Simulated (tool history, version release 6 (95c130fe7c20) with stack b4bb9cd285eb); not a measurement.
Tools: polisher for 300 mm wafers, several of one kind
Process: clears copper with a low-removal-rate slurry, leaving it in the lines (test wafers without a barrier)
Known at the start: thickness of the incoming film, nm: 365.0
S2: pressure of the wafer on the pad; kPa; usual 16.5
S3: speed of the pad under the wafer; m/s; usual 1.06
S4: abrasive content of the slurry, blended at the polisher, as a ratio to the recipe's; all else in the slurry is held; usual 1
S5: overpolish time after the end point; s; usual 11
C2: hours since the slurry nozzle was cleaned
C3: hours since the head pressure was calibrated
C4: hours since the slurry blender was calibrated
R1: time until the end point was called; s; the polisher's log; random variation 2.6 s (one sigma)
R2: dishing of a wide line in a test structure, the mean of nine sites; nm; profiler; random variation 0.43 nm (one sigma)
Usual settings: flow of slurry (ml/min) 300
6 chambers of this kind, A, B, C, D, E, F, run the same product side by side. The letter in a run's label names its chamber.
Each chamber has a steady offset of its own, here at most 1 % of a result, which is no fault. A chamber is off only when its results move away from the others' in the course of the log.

Run 1E, hour 3.5: usual settings; wafers polished on this pad 115; C2 85.8; C3 252.5; C4 117.7. Result: R1 143.27 s, R2 19.424 nm.
At hour 6.5: chamber F: worn pad replaced by a new one.
Run 2F, hour 9.4: usual settings; wafers polished on this pad 27; C2 660.3; C3 892.7; C4 74.4. Result: R1 139.17 s, R2 19.562 nm.
Run 3A, hour 14.1: usual settings; wafers polished on this pad 971; C2 20.9; C3 357.8; C4 24.9. Result: R1 145.6 s, R2 19.27 nm.
Run 4B, hour 20.4: usual settings; wafers polished on this pad 692; C2 623.2; C3 1416; C4 97.6. Result: R1 145.97 s, R2 18.808 nm.
Run 5C, hour 24.6: usual settings; wafers polished on this pad 360; C2 29.1; C3 232.7; C4 39.3. Result: R1 143.85 s, R2 18.761 nm.
At hour 24.7: chamber D: worn pad replaced by a new one.
At hour 27: chamber B: worn pad replaced by a new one.
Run 6D, hour 32.6: usual settings but S3 0.94 m/s; wafers polished on this pad 75; C2 210.9; C3 562.8; C4 345.1. Result: R1 160.54 s, R2 16.866 nm.
At hour 37.2: chamber B: head pressure recalibrated.
At hour 38.8: chamber A: worn pad replaced by a new one.
Run 7E, hour 40.5: usual settings but S3 0.94 m/s; wafers polished on this pad 463; C2 122.8; C3 289.5; C4 154.7. Result: R1 161.06 s, R2 16.88 nm.
Run 8D, hour 47: usual settings but S3 0.94 m/s; wafers polished on this pad 210; C2 225.3; C3 577.2; C4 359.5. Result: R1 161.72 s, R2 17.141 nm.
Run 9F, hour 51.6: usual settings but S3 0.94 m/s; wafers polished on this pad 424; C2 702.5; C3 934.9; C4 116.6. Result: R1 155.58 s, R2 17.077 nm.
Run 10A, hour 55.1: usual settings but S3 0.94 m/s; wafers polished on this pad 154; C2 61.9; C3 398.8; C4 65.9. Result: R1 163.71 s, R2 17.08 nm.
Run 11B, hour 59.3: usual settings but S3 0.94 m/s; wafers polished on this pad 304; C2 662.1; C3 22.2; C4 136.5. Result: R1 161.95 s, R2 17.302 nm.
Run 12C, hour 65.5: usual settings; wafers polished on this pad 744; C2 70; C3 273.6; C4 80.2. Result: R1 139.75 s, R2 18.619 nm.
At hour 65.6: chamber B: slurry nozzle cleaned.
Run 13D, hour 70.3: usual settings but flow of slurry (ml/min) 235, S3 1.36 m/s; wafers polished on this pad 429; C2 248.6; C3 600.5; C4 382.8. Result: R1 119.53 s, R2 22.42 nm.
At hour 74.2: chamber E: worn pad replaced by a new one.
Run 14C, hour 74.9: usual settings but flow of slurry (ml/min) 235, S3 1.36 m/s; wafers polished on this pad 833; C2 79.4; C3 283; C4 89.6. Result: R1 111.65 s, R2 22.983 nm.
At hour 75.7: chamber D: slurry blender recalibrated.
At hour 77: chamber C: slurry blender recalibrated.
Run 15A, hour 79: usual settings but flow of slurry (ml/min) 235, S3 1.36 m/s; wafers polished on this pad 379; C2 85.8; C3 422.7; C4 89.8. Result: R1 116.62 s, R2 23.74 nm.
Run 16F, hour 85.3: usual settings but flow of slurry (ml/min) 235, S3 1.36 m/s; wafers polished on this pad 741; C2 736.2; C3 968.6; C4 150.3. Result: R1 116.38 s, R2 22.707 nm.
At hour 86.7: chamber F: worn pad replaced by a new one.
At hour 89.1: chamber D: slurry nozzle cleaned.
At hour 89.6: chamber C: worn pad replaced by a new one.
Run 17B, hour 90.8: usual settings but flow of slurry (ml/min) 235, S3 1.36 m/s; wafers polished on this pad 600; C2 25.2; C3 53.7; C4 168. Result: R1 113.19 s, R2 22.627 nm.
Run 18E, hour 95.5: usual settings but flow of slurry (ml/min) 235, S3 1.36 m/s; wafers polished on this pad 201; C2 177.8; C3 344.5; C4 209.7. Result: R1 115.12 s, R2 22.522 nm.
At hour 101.3: chamber B: slurry blender recalibrated.
Run 19F, hour 102.6: usual settings; wafers polished on this pad 149; C2 753.5; C3 985.9; C4 167.6. Result: R1 142.87 s, R2 18.808 nm.
Run 20A, hour 106.5: usual settings; wafers polished on this pad 637; C2 113.3; C3 450.2; C4 117.3. Result: R1 141.65 s, R2 18.848 nm.
Run 21E, hour 110.4: usual settings; wafers polished on this pad 341; C2 192.7; C3 359.4; C4 224.6. Result: R1 140.37 s, R2 18.939 nm.
At hour 114.2: chamber D: worn pad replaced by a new one.
At hour 117.1: chamber B: worn pad replaced by a new one.
Run 22B, hour 117.9: usual settings; wafers polished on this pad 7; C2 52.3; C3 80.8; C4 16.6. Result: R1 141.62 s, R2 19.896 nm.
Run 23D, hour 123: usual settings; wafers polished on this pad 83; C2 33.9; C3 653.2; C4 47.4. Result: R1 140.66 s, R2 19.448 nm.
Run 24C, hour 127.5: usual settings but S2 18.6 kPa, S3 0.76 m/s; wafers polished on this pad 357; C2 132; C3 335.6; C4 50.6. Result: R1 179.35 s, R2 15.664 nm.
At hour 128.4: chamber A: slurry blender recalibrated.
At hour 130.8: chamber E: slurry blender recalibrated.
Run 25D, hour 133.4: usual settings but S2 18.6 kPa, S3 0.76 m/s; wafers polished on this pad 181; C2 44.3; C3 663.6; C4 57.8. Result: R1 182.25 s, R2 16.298 nm.
Run 26C, hour 139.1: usual settings but S2 18.6 kPa, S3 0.76 m/s; wafers polished on this pad 466; C2 143.6; C3 347.2; C4 62.2. Result: R1 175.43 s, R2 15.705 nm.
Run 27A, hour 142.7: usual settings but S2 18.6 kPa, S3 0.76 m/s; wafers polished on this pad 978; C2 149.5; C3 486.4; C4 14.3. Result: R1 178.82 s, R2 15.915 nm.
Run 28F, hour 148.6: usual settings but S2 18.6 kPa, S3 0.76 m/s; wafers polished on this pad 582; C2 799.5; C3 1031.9; C4 213.6. Result: R1 174.88 s, R2 16.174 nm.
Run 29B, hour 152.6: usual settings but S2 18.6 kPa, S3 0.76 m/s; wafers polished on this pad 334; C2 87; C3 115.5; C4 51.3. Result: R1 182.65 s, R2 15.703 nm.
Run 30E, hour 157: usual settings; wafers polished on this pad 779; C2 239.3; C3 406; C4 26.3. Result: R1 141.02 s, R2 19.889 nm.
At hour 159.6: chamber E: head pressure recalibrated.
Run 31B, hour 160.7: usual settings; wafers polished on this pad 410; C2 95.1; C3 123.6; C4 59.4. Result: R1 140.23 s, R2 19.193 nm.
At hour 162.1: chamber E: worn pad replaced by a new one.
Run 32E, hour 166.6: usual settings but S3 0.78 m/s, S5 7 s; wafers polished on this pad 42; C2 248.9; C3 7.1; C4 35.9. Result: R1 198.61 s, R2 9.6054 nm.
Run 33D, hour 172.7: usual settings but S3 0.78 m/s, S5 7 s; wafers polished on this pad 551; C2 83.6; C3 702.9; C4 97.1. Result: R1 201.49 s, R2 9.7641 nm.
At hour 175.8: chamber F: worn pad replaced by a new one.
Run 34A, hour 179.8: usual settings but S3 0.78 m/s, S5 7 s; wafers polished on this pad 1327; C2 186.6; C3 523.5; C4 51.4. Result: R1 192.54 s, R2 10.146 nm.
At hour 183.2: chamber C: worn pad replaced by a new one.
At hour 184.1: chamber C: slurry blender recalibrated.
Run 35C, hour 185.7: usual settings but S3 0.78 m/s, S5 7 s; wafers polished on this pad 23; C2 190.2; C3 393.8; C4 1.7. Result: R1 187.99 s, R2 9.5838 nm.
At hour 191.7: chamber B: worn pad replaced by a new one.
Run 36F, hour 192.9: usual settings but S3 0.78 m/s, S5 7 s; wafers polished on this pad 161; C2 843.8; C3 1076.2; C4 257.9. Result: R1 192.12 s, R2 9.9384 nm.
At hour 197: chamber A: worn pad replaced by a new one.
Run 37A, hour 200.8: usual settings but S3 0.78 m/s, S5 7 s; wafers polished on this pad 35; C2 207.6; C3 544.5; C4 72.4. Result: R1 194.84 s, R2 9.8479 nm.
Run 38F, hour 208.9: usual settings; wafers polished on this pad 312; C2 859.8; C3 1092.2; C4 273.9. Result: R1 142.34 s, R2 19.052 nm.
Run 39B, hour 214.3: usual settings; wafers polished on this pad 212; C2 148.7; C3 177.2; C4 113. Result: R1 147.32 s, R2 19.127 nm.
Run 40E, hour 218.4: usual settings; wafers polished on this pad 530; C2 300.7; C3 58.9; C4 87.7. Result: R1 139.78 s, R2 18.475 nm.

All 6 chambers run these settings next. Forecast each chamber's results:
Run 41A, hour 224.2: usual settings. Result: R1 ?, R2 ?.
Run 41B, hour 224.2: usual settings. Result: R1 ?, R2 ?.
Run 41C, hour 224.2: usual settings. Result: R1 ?, R2 ?.
Run 41D, hour 224.2: usual settings. Result: R1 ?, R2 ?.
Run 41E, hour 224.2: usual settings. Result: R1 ?, R2 ?.
Run 41F, hour 224.2: usual settings. Result: R1 ?, R2 ?.

run      R1      R2
41A  144.91  19.792
41B  144.94  19.379
41C  142.83  19.251
41D  146.14  19.491
41E  145.27  18.833
41F  141.26   19.55

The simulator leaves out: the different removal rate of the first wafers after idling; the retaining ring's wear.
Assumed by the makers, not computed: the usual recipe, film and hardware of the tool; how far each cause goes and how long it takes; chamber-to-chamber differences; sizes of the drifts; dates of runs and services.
